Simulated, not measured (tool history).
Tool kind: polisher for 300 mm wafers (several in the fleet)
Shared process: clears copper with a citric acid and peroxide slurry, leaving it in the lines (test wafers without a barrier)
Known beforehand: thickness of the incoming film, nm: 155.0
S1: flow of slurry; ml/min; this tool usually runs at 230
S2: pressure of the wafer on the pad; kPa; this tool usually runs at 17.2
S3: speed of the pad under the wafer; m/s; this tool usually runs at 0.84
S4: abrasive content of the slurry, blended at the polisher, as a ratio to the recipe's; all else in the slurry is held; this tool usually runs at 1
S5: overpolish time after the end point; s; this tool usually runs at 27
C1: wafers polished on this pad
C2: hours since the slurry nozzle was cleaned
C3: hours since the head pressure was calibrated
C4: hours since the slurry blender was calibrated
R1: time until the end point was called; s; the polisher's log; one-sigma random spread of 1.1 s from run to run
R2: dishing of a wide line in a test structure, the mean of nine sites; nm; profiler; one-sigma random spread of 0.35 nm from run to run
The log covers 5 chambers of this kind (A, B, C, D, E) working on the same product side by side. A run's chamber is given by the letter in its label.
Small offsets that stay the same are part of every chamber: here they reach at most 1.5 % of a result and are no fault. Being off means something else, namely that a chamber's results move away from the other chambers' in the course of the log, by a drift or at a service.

run	hour	S1	S2	S3	S4	S5	C1	C2	C3	C4	R1	R2
# hour 15.9: chamber D: slurry nozzle cleaned
1B	16	230	17.2	0.84	1	27	478	303.4	401.5	119.5	112.3	25.145
# hour 20.9: chamber C: worn pad replaced by a new one
2D	27.6	230	17.2	0.84	1	27	312	11.7	48.7	82.6	112.05	25.46
3A	35.2	230	17.2	0.84	1	27	357	259.2	584.7	148.8	112.83	25.501
4C	50.6	230	17.2	0.84	1	27	184	570.8	59	114.2	113.53	25.317
5E	64.5	230	17.2	0.84	1	27	852	73.8	187.4	105.9	112.5	25.623
6D	72	230	17.2	0.84	1	27	587	56.1	93.1	127	109.51	25.703
# hour 73.8: chamber B: worn pad replaced by a new one
# hour 78.3: chamber E: slurry blender recalibrated
# hour 80.7: chamber A: slurry nozzle cleaned
# hour 84.6: chamber E: worn pad replaced by a new one
7E	86.2	230	17.2	0.84	1	27	10	95.5	209.1	7.9	110.36	24.894
8C	98.9	230	17.2	0.84	1	27	484	619.1	107.3	162.5	114.08	25.434
9B	109.1	230	17.2	0.84	1	27	219	396.5	494.6	212.6	112.75	25.469
# hour 110.2: chamber B: head pressure recalibrated
# hour 118: chamber D: worn pad replaced by a new one
10A	121.2	230	17.2	0.84	1	27	891	40.6	670.7	234.8	111.51	25.888
11D	134.8	230	17.2	0.84	1	27	104	118.9	155.9	189.8	110.34	25.505
# hour 135.3: chamber A: slurry blender recalibrated
# hour 137.5: chamber C: worn pad replaced by a new one
12C	142	230	17.2	0.84	1	27	28	662.2	150.4	205.6	111.84	25.025
13A	154.9	230	17.2	0.84	1	27	1101	74.3	704.4	19.7	114.18	25.248
14B	165.6	230	17.2	0.84	1	27	570	453	55.5	269.1	110.11	26.051
15E	172.6	230	11.7	0.84	1	15	546	181.9	295.5	94.3	162.03	10.587
# hour 178: chamber B: worn pad replaced by a new one
16E	188.3	230	11.7	0.84	1	15	644	197.6	311.2	110	160.74	10.834
# hour 192.7: chamber B: slurry blender recalibrated
17C	197.9	230	11.7	0.84	1	15	375	718.1	206.3	261.5	163.28	10.543
# hour 198.3: chamber E: slurry blender recalibrated
# hour 204.2: chamber D: slurry blender recalibrated
18D	205.1	230	11.7	0.84	1	15	541	189.2	226.2	1	157.75	10.837
# hour 208.5: chamber A: worn pad replaced by a new one
19B	217.5	230	11.7	0.84	1	15	245	504.9	107.4	24.9	160.59	10.668
20A	225.4	230	17.2	0.84	1	27	105	144.8	774.9	90.2	111.87	25.366
21D	236.2	230	17.2	0.84	1	27	734	220.3	257.3	32.1	111.77	25.671
# hour 246.8: chamber C: slurry blender recalibrated
22E	248	230	17.2	0.84	1	27	1015	257.3	370.9	49.7	113.2	26.224
# hour 250.5: chamber C: slurry nozzle cleaned
# hour 250.7: chamber D: worn pad replaced by a new one
# hour 253.1: chamber C: worn pad replaced by a new one
# hour 254: chamber E: worn pad replaced by a new one
23C	255	230	17.2	0.84	1	27	12	4.5	263.4	8.3	112.35	25.246
24A	263.1	230	17.2	0.84	1	27	339	182.5	812.6	127.9	111.66	25.085
25B	270	230	17.2	0.84	1	27	571	557.4	159.9	77.4	112.36	24.41
26C	285	230	17.2	0.84	1	27	198	34.5	293.4	38.3	113.72	25.153
# hour 285.6: chamber B: worn pad replaced by a new one
27B	294.1	230	17.2	0.84	1	27	52	581.5	184	101.5	112.85	25.097
28A	304.8	230	21.4	0.84	1	27	598	224.2	854.3	169.6	92.304	30.133
29E	320.3	230	21.4	0.84	1	27	411	329.6	443.2	122	91.569	30.444
30D	331.4	230	21.4	0.84	1	27	501	315.5	352.5	127.3	91.468	30.632
# hour 338.7: chamber D: slurry nozzle cleaned
31D	341.3	230	21.4	0.84	1	27	562	2.7	362.4	137.2	89.235	30.412
# hour 347.2: chamber E: slurry blender recalibrated
32A	351.6	230	21.4	0.84	1	27	888	271	901.1	216.4	89.546	30.251
33E	360.6	230	17.2	0.84	1	27	662	369.9	483.5	13.5	112.67	25.512
# hour 369: chamber D: worn pad replaced by a new one
34C	374.8	230	17.2	0.84	1	27	756	124.3	383.2	128.1	113.38	25.779
35B	387	230	17.2	0.84	1	27	629	674.4	276.9	194.4	111.72	24.843
36E	402.3	230	17.2	0.84	1	27	921	411.6	525.2	55.2	111.28	25.326
37D	410.3	230	17.2	0.84	1	27	256	71.7	431.4	206.2	112.67	25.707

For the next run the whole fleet of 5 chambers uses the same settings. Give each chamber's results:
38A	421.9	230	17.2	1.08	1	27					?	?
38B	421.9	230	17.2	1.08	1	27					?	?
38C	421.9	230	17.2	1.08	1	27					?	?
38D	421.9	230	17.2	1.08	1	27					?	?
38E	421.9	230	17.2	1.08	1	27					?	?

run	R1	R2
38A	88.977	30.261
38B	88.212	30.977
38C	88.939	31.674
38D	86.665	31.176
38E	90.482	31.04
